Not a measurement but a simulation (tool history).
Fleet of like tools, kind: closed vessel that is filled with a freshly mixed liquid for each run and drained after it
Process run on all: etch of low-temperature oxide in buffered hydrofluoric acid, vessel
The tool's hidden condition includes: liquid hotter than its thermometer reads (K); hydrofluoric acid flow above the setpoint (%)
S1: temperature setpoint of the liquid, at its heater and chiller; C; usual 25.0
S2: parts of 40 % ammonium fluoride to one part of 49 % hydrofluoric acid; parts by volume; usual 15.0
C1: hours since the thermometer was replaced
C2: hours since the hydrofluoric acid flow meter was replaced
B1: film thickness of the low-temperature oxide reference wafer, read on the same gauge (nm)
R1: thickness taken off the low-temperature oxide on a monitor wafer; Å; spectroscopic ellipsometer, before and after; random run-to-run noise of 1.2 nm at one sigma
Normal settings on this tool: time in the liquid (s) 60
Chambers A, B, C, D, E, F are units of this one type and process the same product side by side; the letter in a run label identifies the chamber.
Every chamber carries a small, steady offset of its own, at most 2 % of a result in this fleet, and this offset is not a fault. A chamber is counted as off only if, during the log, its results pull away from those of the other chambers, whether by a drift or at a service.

run 1E hour=7.1 | S1=25.0 S2=15.0 time_in_the_liquid_(s)=60 | C1=371.2 C2=1494.8 | B1=79.958 | R1=1589.1
run 2A hour=16.3 | S1=25.0 S2=15.0 time_in_the_liquid_(s)=60 | C1=780.5 C2=526.1 | B1=79.995 | R1=1556.0
run 3C hour=26.3 | S1=25.0 S2=15.0 time_in_the_liquid_(s)=60 | C1=707.7 C2=946.3 | B1=79.960 | R1=1604.1
run 4F hour=35.3 | S1=25.0 S2=15.0 time_in_the_liquid_(s)=60 | C1=390.8 C2=287.4 | B1=80.004 | R1=1562.8
run 5D hour=46.0 | S1=25.0 S2=15.0 time_in_the_liquid_(s)=60 | C1=382.2 C2=199.1 | B1=80.018 | R1=1569.9
run 6B hour=61.3 | S1=25.0 S2=15.0 time_in_the_liquid_(s)=60 | C1=2517.0 C2=318.4 | B1=79.973 | R1=1587.0
run 7E hour=68.3 | S1=25.0 S2=15.0 time_in_the_liquid_(s)=60 | C1=432.4 C2=1556.0 | B1=79.987 | R1=1548.4
run 8D hour=81.9 | S1=25.0 S2=17.5 time_in_the_liquid_(s)=85 | C1=418.1 C2=235.0 | B1=79.998 | R1=1896.9
run 9C hour=89.8 | S1=25.0 S2=17.5 time_in_the_liquid_(s)=85 | C1=771.2 C2=1009.8 | B1=79.973 | R1=1947.9
run 10F hour=104.7 | S1=25.0 S2=17.5 time_in_the_liquid_(s)=85 | C1=460.2 C2=356.8 | B1=79.997 | R1=1891.0
run 11B hour=113.1 | S1=25.0 S2=17.5 time_in_the_liquid_(s)=85 | C1=2568.8 C2=370.2 | B1=80.006 | R1=1935.7
run 12A hour=128.8 | S1=25.0 S2=17.5 time_in_the_liquid_(s)=85 | C1=893.0 C2=638.6 | B1=79.990 | R1=1899.3
run 13F hour=140.5 | S1=25.0 S2=17.5 time_in_the_liquid_(s)=85 | C1=496.0 C2=392.6 | B1=80.004 | R1=1944.8
-- hour=147.8 chamber B: thermometer replaced
run 14E hour=151.7 | S1=25.0 S2=15.0 time_in_the_liquid_(s)=60 | C1=515.8 C2=1639.4 | B1=80.017 | R1=1576.7
run 15A hour=160.0 | S1=25.0 S2=15.0 time_in_the_liquid_(s)=60 | C1=924.2 C2=669.8 | B1=80.003 | R1=1564.5
run 16C hour=167.7 | S1=25.0 S2=15.0 time_in_the_liquid_(s)=60 | C1=849.1 C2=1087.7 | B1=80.006 | R1=1594.6
run 17D hour=182.0 | S1=25.0 S2=15.0 time_in_the_liquid_(s)=60 | C1=518.2 C2=335.1 | B1=80.001 | R1=1551.4
run 18B hour=195.4 | S1=25.0 S2=15.0 time_in_the_liquid_(s)=60 | C1=47.6 C2=452.5 | B1=79.996 | R1=1558.9
run 19A hour=210.4 | S1=25.0 S2=15.0 time_in_the_liquid_(s)=60 | C1=974.6 C2=720.2 | B1=79.995 | R1=1564.8
run 20F hour=217.9 | S1=25.0 S2=15.0 time_in_the_liquid_(s)=60 | C1=573.4 C2=470.0 | B1=80.010 | R1=1578.7
run 21D hour=228.2 | S1=25.0 S2=15.0 time_in_the_liquid_(s)=60 | C1=564.4 C2=381.3 | B1=80.017 | R1=1560.0
run 22C hour=242.7 | S1=25.0 S2=15.0 time_in_the_liquid_(s)=60 | C1=924.1 C2=1162.7 | B1=79.968 | R1=1640.6
run 23B hour=252.7 | S1=25.0 S2=15.0 time_in_the_liquid_(s)=60 | C1=104.9 C2=509.8 | B1=79.993 | R1=1589.2
run 24E hour=260.4 | S1=25.0 S2=15.0 time_in_the_liquid_(s)=60 | C1=624.5 C2=1748.1 | B1=79.981 | R1=1550.1
run 25A hour=270.1 | S1=25.0 S2=15.0 time_in_the_liquid_(s)=60 | C1=1034.3 C2=779.9 | B1=80.006 | R1=1549.7
-- hour=271.8 chamber E: thermometer replaced
run 26B hour=283.7 | S1=25.0 S2=12.5 time_in_the_liquid_(s)=60 | C1=135.9 C2=540.8 | B1=79.978 | R1=1879.7
run 27D hour=299.1 | S1=25.0 S2=12.5 time_in_the_liquid_(s)=60 | C1=635.3 C2=452.2 | B1=80.013 | R1=1884.6
run 28E hour=309.4 | S1=25.0 S2=12.5 time_in_the_liquid_(s)=60 | C1=37.6 C2=1797.1 | B1=79.998 | R1=1879.6
-- hour=309.7 chamber A: thermometer replaced
run 29C hour=319.3 | S1=25.0 S2=12.5 time_in_the_liquid_(s)=60 | C1=1000.7 C2=1239.3 | B1=80.027 | R1=2014.5
run 30F hour=334.3 | S1=25.0 S2=12.5 time_in_the_liquid_(s)=60 | C1=689.8 C2=586.4 | B1=80.020 | R1=1868.3
-- hour=347.8 chamber C: hydrofluoric acid flow meter replaced
run 31A hour=348.7 | S1=25.0 S2=12.5 time_in_the_liquid_(s)=60 | C1=39.1 C2=858.5 | B1=79.978 | R1=1858.9
run 32E hour=360.7 | S1=25.0 S2=15.0 time_in_the_liquid_(s)=60 | C1=88.9 C2=1848.4 | B1=79.994 | R1=1573.8
run 33D hour=368.0 | S1=25.0 S2=15.0 time_in_the_liquid_(s)=60 | C1=704.2 C2=521.1 | B1=79.991 | R1=1561.2
run 34B hour=378.1 | S1=25.0 S2=15.0 time_in_the_liquid_(s)=60 | C1=230.3 C2=635.2 | B1=79.997 | R1=1574.8
-- hour=382.2 chamber D: thermometer replaced
run 35F hour=389.9 | S1=25.0 S2=15.0 time_in_the_liquid_(s)=60 | C1=745.4 C2=642.0 | B1=80.007 | R1=1566.4
run 36C hour=397.4 | S1=25.0 S2=15.0 time_in_the_liquid_(s)=60 | C1=1078.8 C2=49.6 | B1=80.005 | R1=1695.8
run 37D hour=404.3 | S1=27.5 S2=15.0 time_in_the_liquid_(s)=60 | C1=22.2 C2=557.4 | B1=80.022 | R1=1805.3
run 38A hour=413.0 | S1=27.5 S2=15.0 time_in_the_liquid_(s)=60 | C1=103.4 C2=922.8 | B1=79.978 | R1=1774.2
run 39B hour=426.8 | S1=27.5 S2=15.0 time_in_the_liquid_(s)=60 | C1=279.0 C2=683.9 | B1=79.993 | R1=1792.6
run 40F hour=440.7 | S1=27.5 S2=15.0 time_in_the_liquid_(s)=60 | C1=796.2 C2=692.8 | B1=79.959 | R1=1792.3
run 41E hour=455.0 | S1=27.5 S2=15.0 time_in_the_liquid_(s)=60 | C1=183.2 C2=1942.7 | B1=80.029 | R1=1815.9

Read the log: is a single chamber off, either drifting away or since a service, is the gauge that measures every chamber drifting, or is nothing wrong beyond small per-chamber offsets? Name any odd chamber and what most likely caused it.

Little by little, chamber C moves away from the other chambers.
Most likely cause: liquid hotter than its thermometer reads (K) = 1.83.

Here are 4 candidates for chamber C's next run, each the usual settings with a change, their results left as question marks. Which one brings its results back in line with what the others give on the usual settings?
In-line tolerance around the mean of the other chambers on the usual settings: R1 43.0 Å
run 42C-1 hour=466.3 | S1=25.0 S2=15.5 time_in_the_liquid_(s)=55 | R1=?
run 42C-2 hour=466.3 | S1=25.0 S2=14.5 time_in_the_liquid_(s)=65 | R1=?
run 42C-3 hour=466.3 | S1=24.0 S2=15.0 time_in_the_liquid_(s)=60 | R1=?
run 42C-4 hour=466.3 | S1=26.0 S2=15.0 time_in_the_liquid_(s)=60 | R1=?

On the usual settings, the other chambers give on average: R1 1569.1 Å
run=42C-1 R1=1560.1
run=42C-2 R1=1967.4
run=42C-3 R1=1665.1
run=42C-4 R1=1853.7
42C-1 brings the chamber back in line.

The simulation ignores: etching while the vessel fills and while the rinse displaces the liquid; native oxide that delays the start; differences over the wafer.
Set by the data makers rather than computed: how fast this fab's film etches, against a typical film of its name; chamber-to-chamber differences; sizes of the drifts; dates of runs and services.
